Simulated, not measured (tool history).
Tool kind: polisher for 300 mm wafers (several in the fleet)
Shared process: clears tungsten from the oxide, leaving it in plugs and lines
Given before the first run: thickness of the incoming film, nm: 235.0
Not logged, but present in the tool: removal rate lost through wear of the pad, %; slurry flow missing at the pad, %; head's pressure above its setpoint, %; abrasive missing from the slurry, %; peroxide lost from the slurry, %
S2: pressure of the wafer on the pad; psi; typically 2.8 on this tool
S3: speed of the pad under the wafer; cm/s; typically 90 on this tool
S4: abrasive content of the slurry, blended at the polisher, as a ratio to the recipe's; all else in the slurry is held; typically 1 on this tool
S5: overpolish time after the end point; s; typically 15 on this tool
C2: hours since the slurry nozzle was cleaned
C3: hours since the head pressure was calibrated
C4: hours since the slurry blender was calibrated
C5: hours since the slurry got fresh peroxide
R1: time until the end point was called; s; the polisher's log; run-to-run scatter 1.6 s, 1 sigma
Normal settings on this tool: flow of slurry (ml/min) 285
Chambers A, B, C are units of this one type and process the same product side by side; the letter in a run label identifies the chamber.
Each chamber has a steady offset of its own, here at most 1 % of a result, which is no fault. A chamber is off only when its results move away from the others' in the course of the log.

{"run": "1A", "hour": 2.1, "flow of slurry (ml/min)": 285, "S2": 2.8, "S3": 90, "S4": 1, "S5": 15, "wafers polished on this pad": 928, "C2": 362.1, "C3": 182.7, "C4": 38, "C5": 70.3, "R1": 93.199}
{"run": "2B", "hour": 4.5, "flow of slurry (ml/min)": 285, "S2": 2.8, "S3": 90, "S4": 1, "S5": 15, "wafers polished on this pad": 959, "C2": 67.5, "C3": 333.5, "C4": 80.3, "C5": 8.2, "R1": 90.615}
{"run": "3C", "hour": 8.7, "flow of slurry (ml/min)": 285, "S2": 2.8, "S3": 90, "S4": 1, "S5": 15, "wafers polished on this pad": 898, "C2": 214.2, "C3": 1282.3, "C4": 173.7, "C5": 84.2, "R1": 91.408}
{"run": "4A", "hour": 11.2, "flow of slurry (ml/min)": 285, "S2": 2.8, "S3": 90, "S4": 1, "S5": 15, "wafers polished on this pad": 1017, "C2": 371.2, "C3": 191.8, "C4": 47.1, "C5": 79.4, "R1": 89.777}
{"run": "5C", "hour": 14.2, "flow of slurry (ml/min)": 285, "S2": 3.5, "S3": 90, "S4": 1, "S5": 15, "wafers polished on this pad": 952, "C2": 219.7, "C3": 1287.8, "C4": 179.2, "C5": 89.7, "R1": 75.247}
{"run": "6B", "hour": 16.6, "flow of slurry (ml/min)": 285, "S2": 3.5, "S3": 90, "S4": 1, "S5": 15, "wafers polished on this pad": 1077, "C2": 79.6, "C3": 345.6, "C4": 92.4, "C5": 20.3, "R1": 76.027}
{"run": "7B", "hour": 20.5, "flow of slurry (ml/min)": 285, "S2": 3.5, "S3": 90, "S4": 1, "S5": 15, "wafers polished on this pad": 1114, "C2": 83.5, "C3": 349.5, "C4": 96.3, "C5": 24.2, "R1": 74.089}
{"run": "8A", "hour": 23.8, "flow of slurry (ml/min)": 285, "S2": 2.8, "S3": 90, "S4": 1, "S5": 15, "wafers polished on this pad": 1139, "C2": 383.8, "C3": 204.4, "C4": 59.7, "C5": 92, "R1": 91.717}
{"run": "9C", "hour": 26.6, "flow of slurry (ml/min)": 285, "S2": 2.8, "S3": 90, "S4": 1, "S5": 15, "wafers polished on this pad": 1072, "C2": 232.1, "C3": 1300.2, "C4": 191.6, "C5": 102.1, "R1": 93.554}
{"hour": 27.4, "done": "chamber A: slurry tank refilled with fresh slurry and peroxide"}
{"hour": 27.5, "done": "chamber B: worn pad replaced by a new one"}
{"run": "10B", "hour": 30.8, "flow of slurry (ml/min)": 285, "S2": 2.8, "S3": 116, "S4": 1, "S5": 15, "wafers polished on this pad": 32, "C2": 93.8, "C3": 359.8, "C4": 106.6, "C5": 34.5, "R1": 71.855}
{"run": "11A", "hour": 34.3, "flow of slurry (ml/min)": 285, "S2": 2.8, "S3": 116, "S4": 1, "S5": 15, "wafers polished on this pad": 1241, "C2": 394.3, "C3": 214.9, "C4": 70.2, "C5": 7, "R1": 72.15}
{"hour": 35.9, "done": "chamber A: worn pad replaced by a new one"}
{"run": "12C", "hour": 38.2, "flow of slurry (ml/min)": 285, "S2": 2.8, "S3": 116, "S4": 1, "S5": 15, "wafers polished on this pad": 1184, "C2": 243.7, "C3": 1311.8, "C4": 203.2, "C5": 113.7, "R1": 71.348}
{"run": "13A", "hour": 41.4, "flow of slurry (ml/min)": 285, "S2": 2.8, "S3": 66, "S4": 1, "S5": 15, "wafers polished on this pad": 54, "C2": 401.4, "C3": 222, "C4": 77.3, "C5": 14.1, "R1": 125.41}
{"hour": 44.0, "done": "chamber B: head pressure recalibrated"}
{"hour": 44.1, "done": "chamber C: worn pad replaced by a new one"}
{"run": "14C", "hour": 45.0, "flow of slurry (ml/min)": 285, "S2": 2.8, "S3": 66, "S4": 1, "S5": 15, "wafers polished on this pad": 8, "C2": 250.5, "C3": 1318.6, "C4": 210, "C5": 120.5, "R1": 120.26}
{"run": "15B", "hour": 48.0, "flow of slurry (ml/min)": 285, "S2": 2.8, "S3": 66, "S4": 1, "S5": 15, "wafers polished on this pad": 199, "C2": 111, "C3": 4.1, "C4": 123.8, "C5": 51.7, "R1": 125.4}
{"run": "16B", "hour": 52.1, "flow of slurry (ml/min)": 285, "S2": 2.8, "S3": 118, "S4": 1, "S5": 15, "wafers polished on this pad": 239, "C2": 115.1, "C3": 8.2, "C4": 127.9, "C5": 55.8, "R1": 70.818}
{"run": "17C", "hour": 54.8, "flow of slurry (ml/min)": 285, "S2": 2.8, "S3": 118, "S4": 1, "S5": 15, "wafers polished on this pad": 103, "C2": 260.3, "C3": 1328.4, "C4": 219.8, "C5": 130.3, "R1": 70.764}
{"run": "18A", "hour": 58.8, "flow of slurry (ml/min)": 285, "S2": 2.8, "S3": 118, "S4": 1, "S5": 15, "wafers polished on this pad": 223, "C2": 418.8, "C3": 239.4, "C4": 94.7, "C5": 31.5, "R1": 69.908}
{"hour": 59.2, "done": "chamber C: head pressure recalibrated"}
{"run": "19A", "hour": 63.1, "flow of slurry (ml/min)": 285, "S2": 2.8, "S3": 90, "S4": 1, "S5": 15, "wafers polished on this pad": 264, "C2": 423.1, "C3": 243.7, "C4": 99, "C5": 35.8, "R1": 89.186}
{"run": "20C", "hour": 65.8, "flow of slurry (ml/min)": 285, "S2": 2.8, "S3": 90, "S4": 1, "S5": 15, "wafers polished on this pad": 210, "C2": 271.3, "C3": 6.7, "C4": 230.8, "C5": 141.3, "R1": 93.62}
{"run": "21B", "hour": 69.2, "flow of slurry (ml/min)": 285, "S2": 2.8, "S3": 90, "S4": 1, "S5": 15, "wafers polished on this pad": 404, "C2": 132.2, "C3": 25.3, "C4": 145, "C5": 72.9, "R1": 90.64}
{"run": "22A", "hour": 71.6, "flow of slurry (ml/min)": 285, "S2": 2.8, "S3": 90, "S4": 1, "S5": 15, "wafers polished on this pad": 347, "C2": 431.6, "C3": 252.2, "C4": 107.5, "C5": 44.3, "R1": 93.023}
{"run": "23C", "hour": 75.6, "flow of slurry (ml/min)": 285, "S2": 2.8, "S3": 90, "S4": 1, "S5": 15, "wafers polished on this pad": 305, "C2": 281.1, "C3": 16.5, "C4": 240.6, "C5": 151.1, "R1": 91.818}
{"run": "24B", "hour": 78.1, "flow of slurry (ml/min)": 285, "S2": 2.8, "S3": 90, "S4": 1, "S5": 15, "wafers polished on this pad": 491, "C2": 141.1, "C3": 34.2, "C4": 153.9, "C5": 81.8, "R1": 91.514}
{"run": "25B", "hour": 82.4, "flow of slurry (ml/min)": 285, "S2": 2.8, "S3": 90, "S4": 1, "S5": 15, "wafers polished on this pad": 533, "C2": 145.4, "C3": 38.5, "C4": 158.2, "C5": 86.1, "R1": 88.427}
{"run": "26C", "hour": 86.0, "flow of slurry (ml/min)": 285, "S2": 2.8, "S3": 90, "S4": 1, "S5": 15, "wafers polished on this pad": 406, "C2": 291.5, "C3": 26.9, "C4": 251, "C5": 161.5, "R1": 90.256}
{"run": "27A", "hour": 88.2, "flow of slurry (ml/min)": 285, "S2": 2.8, "S3": 90, "S4": 1, "S5": 15, "wafers polished on this pad": 508, "C2": 448.2, "C3": 268.8, "C4": 124.1, "C5": 60.9, "R1": 88.119}
{"run": "28C", "hour": 91.8, "flow of slurry (ml/min)": 285, "S2": 2.8, "S3": 90, "S4": 1, "S5": 15, "wafers polished on this pad": 462, "C2": 297.3, "C3": 32.7, "C4": 256.8, "C5": 167.3, "R1": 92.73}
{"run": "29B", "hour": 95.8, "flow of slurry (ml/min)": 285, "S2": 2.8, "S3": 90, "S4": 1, "S5": 15, "wafers polished on this pad": 663, "C2": 158.8, "C3": 51.9, "C4": 171.6, "C5": 99.5, "R1": 90.894}
{"run": "30A", "hour": 98.6, "flow of slurry (ml/min)": 285, "S2": 2.8, "S3": 60, "S4": 1, "S5": 15, "wafers polished on this pad": 609, "C2": 458.6, "C3": 279.2, "C4": 134.5, "C5": 71.3, "R1": 138.9}
{"hour": 99.4, "done": "chamber C: slurry blender recalibrated"}
{"run": "31A", "hour": 103.0, "flow of slurry (ml/min)": 285, "S2": 2.8, "S3": 60, "S4": 1, "S5": 15, "wafers polished on this pad": 651, "C2": 463, "C3": 283.6, "C4": 138.9, "C5": 75.7, "R1": 140.5}
{"hour": 105.9, "done": "chamber C: slurry tank refilled with fresh slurry and peroxide"}
{"run": "32B", "hour": 106.1, "flow of slurry (ml/min)": 285, "S2": 2.8, "S3": 60, "S4": 1, "S5": 15, "wafers polished on this pad": 762, "C2": 169.1, "C3": 62.2, "C4": 181.9, "C5": 109.8, "R1": 139.13}
{"run": "33C", "hour": 108.2, "flow of slurry (ml/min)": 285, "S2": 2.8, "S3": 90, "S4": 1, "S5": 15, "wafers polished on this pad": 622, "C2": 313.7, "C3": 49.1, "C4": 8.8, "C5": 2.3, "R1": 91.863}
{"hour": 111.2, "done": "chamber A: slurry tank refilled with fresh slurry and peroxide"}
{"run": "34C", "hour": 112.5, "flow of slurry (ml/min)": 285, "S2": 2.8, "S3": 90, "S4": 1, "S5": 15, "wafers polished on this pad": 663, "C2": 318, "C3": 53.4, "C4": 13.1, "C5": 6.6, "R1": 93.622}
{"run": "35B", "hour": 115.6, "flow of slurry (ml/min)": 285, "S2": 2.8, "S3": 68, "S4": 1, "S5": 6, "wafers polished on this pad": 855, "C2": 178.6, "C3": 71.7, "C4": 191.4, "C5": 119.3, "R1": 125.88}
{"run": "36A", "hour": 117.5, "flow of slurry (ml/min)": 285, "S2": 2.8, "S3": 68, "S4": 1, "S5": 6, "wafers polished on this pad": 792, "C2": 477.5, "C3": 298.1, "C4": 153.4, "C5": 6.3, "R1": 118.98}
{"run": "37A", "hour": 119.8, "flow of slurry (ml/min)": 285, "S2": 2.8, "S3": 68, "S4": 1, "S5": 6, "wafers polished on this pad": 814, "C2": 479.8, "C3": 300.4, "C4": 155.7, "C5": 8.6, "R1": 122.33}
{"run": "38C", "hour": 121.9, "flow of slurry (ml/min)": 285, "S2": 2.8, "S3": 90, "S4": 1, "S5": 15, "wafers polished on this pad": 754, "C2": 327.4, "C3": 62.8, "C4": 22.5, "C5": 16, "R1": 88.586}
{"run": "39B", "hour": 125.1, "flow of slurry (ml/min)": 285, "S2": 2.8, "S3": 90, "S4": 1, "S5": 15, "wafers polished on this pad": 947, "C2": 188.1, "C3": 81.2, "C4": 200.9, "C5": 128.8, "R1": 92.996}
{"run": "40A", "hour": 128.9, "flow of slurry (ml/min)": 285, "S2": 2.8, "S3": 90, "S4": 1, "S5": 15, "wafers polished on this pad": 903, "C2": 488.9, "C3": 309.5, "C4": 164.8, "C5": 17.7, "R1": 89.362}
{"hour": 129.3, "done": "chamber B: worn pad replaced by a new one"}
{"run": "41B", "hour": 132.2, "flow of slurry (ml/min)": 285, "S2": 2.8, "S3": 90, "S4": 1, "S5": 15, "wafers polished on this pad": 28, "C2": 195.2, "C3": 88.3, "C4": 208, "C5": 135.9, "R1": 91.156}

Each of the 3 chambers runs these same settings next. Fill in every chamber's results:
{"run": "42A", "hour": 135.4, "flow of slurry (ml/min)": 285, "S2": 2.8, "S3": 90, "S4": 1, "S5": 15, "R1": "?"}
{"run": "42B", "hour": 135.4, "flow of slurry (ml/min)": 285, "S2": 2.8, "S3": 90, "S4": 1, "S5": 15, "R1": "?"}
{"run": "42C", "hour": 135.4, "flow of slurry (ml/min)": 285, "S2": 2.8, "S3": 90, "S4": 1, "S5": 15, "R1": "?"}

run=42A R1=90.819
run=42B R1=90.371
run=42C R1=93.846
